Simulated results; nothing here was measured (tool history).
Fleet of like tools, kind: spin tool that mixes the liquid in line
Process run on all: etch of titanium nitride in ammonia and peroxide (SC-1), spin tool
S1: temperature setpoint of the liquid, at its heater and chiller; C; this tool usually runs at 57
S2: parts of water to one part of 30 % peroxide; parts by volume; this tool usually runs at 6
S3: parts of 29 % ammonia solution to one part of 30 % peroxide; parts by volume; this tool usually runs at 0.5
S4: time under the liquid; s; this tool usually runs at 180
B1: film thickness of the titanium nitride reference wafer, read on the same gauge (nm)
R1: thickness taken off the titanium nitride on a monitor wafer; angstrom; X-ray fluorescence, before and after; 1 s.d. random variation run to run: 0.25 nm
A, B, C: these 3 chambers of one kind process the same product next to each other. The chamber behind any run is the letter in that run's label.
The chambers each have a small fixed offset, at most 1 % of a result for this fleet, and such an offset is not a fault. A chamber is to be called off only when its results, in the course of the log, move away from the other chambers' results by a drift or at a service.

{"day": 0.038, "done": "chamber C: thermometer replaced"}
{"run": "1B", "day": 0.346, "S1": 57, "S2": 6, "S3": 0.5, "S4": 180, "B1": 30.017, "R1": 289.59}
{"run": "2C", "day": 0.9, "S1": 57, "S2": 6, "S3": 0.5, "S4": 180, "B1": 30.017, "R1": 293.76}
{"run": "3A", "day": 1.367, "S1": 57, "S2": 6, "S3": 0.5, "S4": 180, "B1": 29.998, "R1": 295.02}
{"run": "4C", "day": 1.812, "S1": 57, "S2": 6, "S3": 0.5, "S4": 180, "B1": 30.005, "R1": 296.76}
{"run": "5B", "day": 2.104, "S1": 57, "S2": 6, "S3": 0.5, "S4": 180, "B1": 29.99, "R1": 291.26}
{"run": "6A", "day": 2.575, "S1": 57, "S2": 6, "S3": 0.5, "S4": 180, "B1": 29.985, "R1": 297.97}
{"run": "7A", "day": 2.892, "S1": 66.5, "S2": 6, "S3": 0.5, "S4": 180, "B1": 30.006, "R1": 541.39}
{"run": "8C", "day": 3.204, "S1": 66.5, "S2": 6, "S3": 0.5, "S4": 180, "B1": 30.008, "R1": 539.53}
{"day": 3.35, "done": "chamber A: new drum of ammonia solution connected"}
{"run": "9B", "day": 3.667, "S1": 66.5, "S2": 6, "S3": 0.5, "S4": 180, "B1": 30.005, "R1": 548.84}
{"run": "10B", "day": 4.179, "S1": 57, "S2": 6, "S3": 0.5, "S4": 180, "B1": 30.007, "R1": 292.09}
{"run": "11C", "day": 4.454, "S1": 57, "S2": 6, "S3": 0.5, "S4": 180, "B1": 30.003, "R1": 294.08}
{"run": "12A", "day": 4.838, "S1": 57, "S2": 6, "S3": 0.5, "S4": 180, "B1": 29.999, "R1": 297.84}
{"run": "13B", "day": 5.288, "S1": 57, "S2": 6, "S3": 0.5, "S4": 180, "B1": 30.002, "R1": 288.26}
{"run": "14C", "day": 5.617, "S1": 57, "S2": 6, "S3": 0.5, "S4": 180, "B1": 30.018, "R1": 293.49}
{"run": "15A", "day": 5.908, "S1": 57, "S2": 6, "S3": 0.5, "S4": 180, "B1": 30.007, "R1": 299.36}
{"run": "16C", "day": 6.254, "S1": 57, "S2": 6, "S3": 0.5, "S4": 180, "B1": 30.005, "R1": 294.17}
{"day": 6.617, "done": "chamber B: thermometer replaced"}
{"run": "17B", "day": 6.742, "S1": 57, "S2": 6, "S3": 0.5, "S4": 180, "B1": 29.999, "R1": 289.58}
{"run": "18A", "day": 7.142, "S1": 57, "S2": 6, "S3": 0.5, "S4": 180, "B1": 30.011, "R1": 301.57}
{"run": "19C", "day": 7.488, "S1": 57, "S2": 6, "S3": 0.5, "S4": 180, "B1": 30, "R1": 287.92}
{"day": 7.654, "done": "chamber B: heated supply line repaired"}
{"run": "20B", "day": 8.0, "S1": 50.5, "S2": 6, "S3": 0.65, "S4": 180, "B1": 29.985, "R1": 193.53}
{"run": "21A", "day": 8.254, "S1": 50.5, "S2": 6, "S3": 0.65, "S4": 180, "B1": 29.99, "R1": 201.97}
{"run": "22C", "day": 8.717, "S1": 50.5, "S2": 6, "S3": 0.65, "S4": 180, "B1": 29.994, "R1": 193.96}
{"day": 8.946, "done": "chamber A: ammonia flow meter replaced"}
{"run": "23B", "day": 8.967, "S1": 57, "S2": 6, "S3": 0.5, "S4": 180, "B1": 29.988, "R1": 290.5}
{"run": "24A", "day": 9.233, "S1": 57, "S2": 6, "S3": 0.5, "S4": 180, "B1": 29.988, "R1": 303.26}
{"day": 9.458, "done": "chamber C: new drum of ammonia solution connected"}
{"run": "25C", "day": 9.75, "S1": 57, "S2": 6, "S3": 0.5, "S4": 180, "B1": 30.005, "R1": 292.65}
{"run": "26A", "day": 10.179, "S1": 57, "S2": 6, "S3": 0.5, "S4": 180, "B1": 30.004, "R1": 307.3}
{"run": "27B", "day": 10.429, "S1": 57, "S2": 6, "S3": 0.5, "S4": 180, "B1": 29.998, "R1": 293.44}
{"run": "28C", "day": 10.925, "S1": 57, "S2": 6, "S3": 0.5, "S4": 180, "B1": 29.999, "R1": 293.73}

Has any chamber moved away from the others, gradually or after a service, or does the common gauge drift, or do the chambers differ only by their own small steady offsets? State the chamber and the most likely cause if one applies.

It is chamber A that slowly wanders off from its peers.
Cause: liquid hotter than its thermometer reads (K) = 0.713.

Here are 4 candidates for chamber A's next run, each the usual settings with a change, their results left as question marks. Which one brings its results back in line with what the others give on the usual settings?
In line means no further than this from the other chambers' mean on the usual settings: R1 8.6 angstrom
{"run": "29A-1", "day": 11.325, "S1": 57, "S2": 6, "S3": 0.5, "S4": 200, "R1": "?"}
{"run": "29A-2", "day": 11.325, "S1": 57, "S2": 7.5, "S3": 0.5, "S4": 180, "R1": "?"}
{"run": "29A-3", "day": 11.325, "S1": 57.5, "S2": 6, "S3": 0.5, "S4": 185, "R1": "?"}
{"run": "29A-4", "day": 11.325, "S1": 56.5, "S2": 6, "S3": 0.5, "S4": 175, "R1": "?"}

On the usual settings, the other chambers give on average: R1 291.34 angstrom
run=29A-1 R1=340.29
run=29A-2 R1=274.34
run=29A-3 R1=325.38
run=29A-4 R1=288
29A-4 brings the chamber back in line.
